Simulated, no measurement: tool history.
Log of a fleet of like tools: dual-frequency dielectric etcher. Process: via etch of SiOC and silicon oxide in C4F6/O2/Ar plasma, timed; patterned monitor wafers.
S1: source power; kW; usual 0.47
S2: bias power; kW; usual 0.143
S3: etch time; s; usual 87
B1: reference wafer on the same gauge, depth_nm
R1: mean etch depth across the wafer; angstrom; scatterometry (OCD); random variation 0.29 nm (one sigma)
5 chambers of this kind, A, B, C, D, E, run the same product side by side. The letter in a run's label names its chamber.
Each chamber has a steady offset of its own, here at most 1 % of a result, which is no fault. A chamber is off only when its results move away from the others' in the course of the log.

| run | hour | S1 | S2 | S3 | B1 | R1 |
|---|---|---|---|---|---|---|
| 1D | 7.4 | 0.47 | 0.143 | 87 | 114.25 | 981.49 |
| 2A | 19 | 0.47 | 0.143 | 87 | 114.29 | 971.3 |
| 3E | 28.2 | 0.47 | 0.143 | 87 | 114.17 | 971.38 |
| 4C | 35.7 | 0.47 | 0.143 | 87 | 114.16 | 971.88 |
| 5B | 48.6 | 0.47 | 0.143 | 87 | 114.25 | 986.07 |
|  | 53.2 | chamber B: wet clean of the chamber |
| 6D | 56.6 | 0.47 | 0.143 | 87 | 114.1 | 979.22 |
| 7C | 69.7 | 0.47 | 0.143 | 87 | 114.24 | 970.62 |
| 8A | 81 | 0.47 | 0.143 | 87 | 114.22 | 970.61 |
| 9B | 95 | 0.47 | 0.143 | 87 | 114.17 | 985.47 |
| 10E | 105.8 | 0.47 | 0.143 | 87 | 114.25 | 974.86 |
| 11D | 115.4 | 0.47 | 0.143 | 87 | 114.07 | 975.6 |
| 12A | 125.1 | 0.47 | 0.143 | 87 | 114.2 | 972.07 |
|  | 131.4 | chamber B: source power generator calibrated |
| 13C | 134.7 | 0.47 | 0.143 | 87 | 114.17 | 973.21 |
| 14E | 143.6 | 0.47 | 0.143 | 87 | 114.18 | 975.83 |
| 15B | 154.2 | 0.56 | 0.143 | 100.5 | 114.26 | 1219.4 |
| 16D | 160.8 | 0.56 | 0.143 | 100.5 | 114.23 | 1206.6 |
| 17A | 168 | 0.56 | 0.143 | 100.5 | 114.23 | 1202.4 |
| 18C | 175.5 | 0.56 | 0.143 | 100.5 | 114.22 | 1201 |
| 19E | 189.1 | 0.56 | 0.143 | 100.5 | 114.23 | 1205.3 |
| 20B | 196.2 | 0.47 | 0.143 | 87 | 114.2 | 984.69 |
|  | 197.7 | chamber C: wet clean of the chamber |
| 21D | 205 | 0.47 | 0.143 | 87 | 114.26 | 977.16 |
| 22B | 220 | 0.47 | 0.143 | 87 | 114.19 | 983.96 |
| 23A | 229.2 | 0.47 | 0.143 | 87 | 114.21 | 975.4 |
| 24C | 237 | 0.47 | 0.143 | 87 | 114.26 | 967.31 |
| 25E | 249.6 | 0.47 | 0.143 | 87 | 114.11 | 977.19 |
| 26E | 264.7 | 0.41 | 0.143 | 107.5 | 114.1 | 1134.8 |
| 27C | 276 | 0.41 | 0.143 | 107.5 | 114.1 | 1136 |
| 28D | 284.9 | 0.41 | 0.143 | 107.5 | 114.14 | 1132.3 |
| 29B | 296.6 | 0.41 | 0.143 | 107.5 | 114.19 | 1149.6 |
| 30A | 303.4 | 0.41 | 0.143 | 107.5 | 114.17 | 1140.3 |
| 31B | 316 | 0.47 | 0.143 | 87 | 114.19 | 988.8 |
| 32E | 324.3 | 0.47 | 0.173 | 71 | 114.2 | 842.58 |
| 33C | 337.2 | 0.47 | 0.173 | 71 | 114.23 | 846.21 |
| 34A | 346.3 | 0.47 | 0.173 | 71 | 114.22 | 843.13 |
| 35D | 357.1 | 0.47 | 0.173 | 71 | 114.15 | 827.04 |
| 36A | 371.1 | 0.47 | 0.173 | 71 | 114.21 | 838.09 |
| 37C | 385.5 | 0.47 | 0.143 | 87 | 114.26 | 971.35 |
|  | 398.3 | chamber E: wet clean of the chamber |
| 38B | 400.1 | 0.47 | 0.143 | 87 | 114.22 | 984.68 |
| 39D | 412.6 | 0.47 | 0.143 | 87 | 114.29 | 955.24 |
| 40E | 423.6 | 0.47 | 0.143 | 87 | 114.29 | 970.61 |
| 41A | 431.4 | 0.47 | 0.143 | 87 | 114.23 | 974.27 |

Is one chamber off against the others, does the gauge drift, or is nothing wrong? If a chamber is off, say which, and what the likeliest cause is.

Chamber D drifts away from the others.
Cause: etch rate under this chamber's usual, % = 2.7.

Here are 4 candidates for chamber D's next run, each the usual settings with a change, their results left as question marks. Which one brings its results back in line with what the others give on the usual settings?
In line means no further than this from the other chambers' mean on the usual settings: R1 10 angstrom
| 42D-1 | 442.4 | 0.47 | 0.143 | 85 |  | ? |
| 42D-2 | 442.4 | 0.47 | 0.143 | 87.5 |  | ? |
| 42D-3 | 442.4 | 0.47 | 0.143 | 86.5 |  | ? |
| 42D-4 | 442.4 | 0.47 | 0.144 | 89 |  | ? |

The other chambers' mean on the usual settings: R1 975.73 angstrom
| run | R1 |
|---|---|
| 42D-1 | 929.26 |
| 42D-2 | 956.59 |
| 42D-3 | 945.66 |
| 42D-4 | 975.07 |
42D-4 brings the chamber back in line.
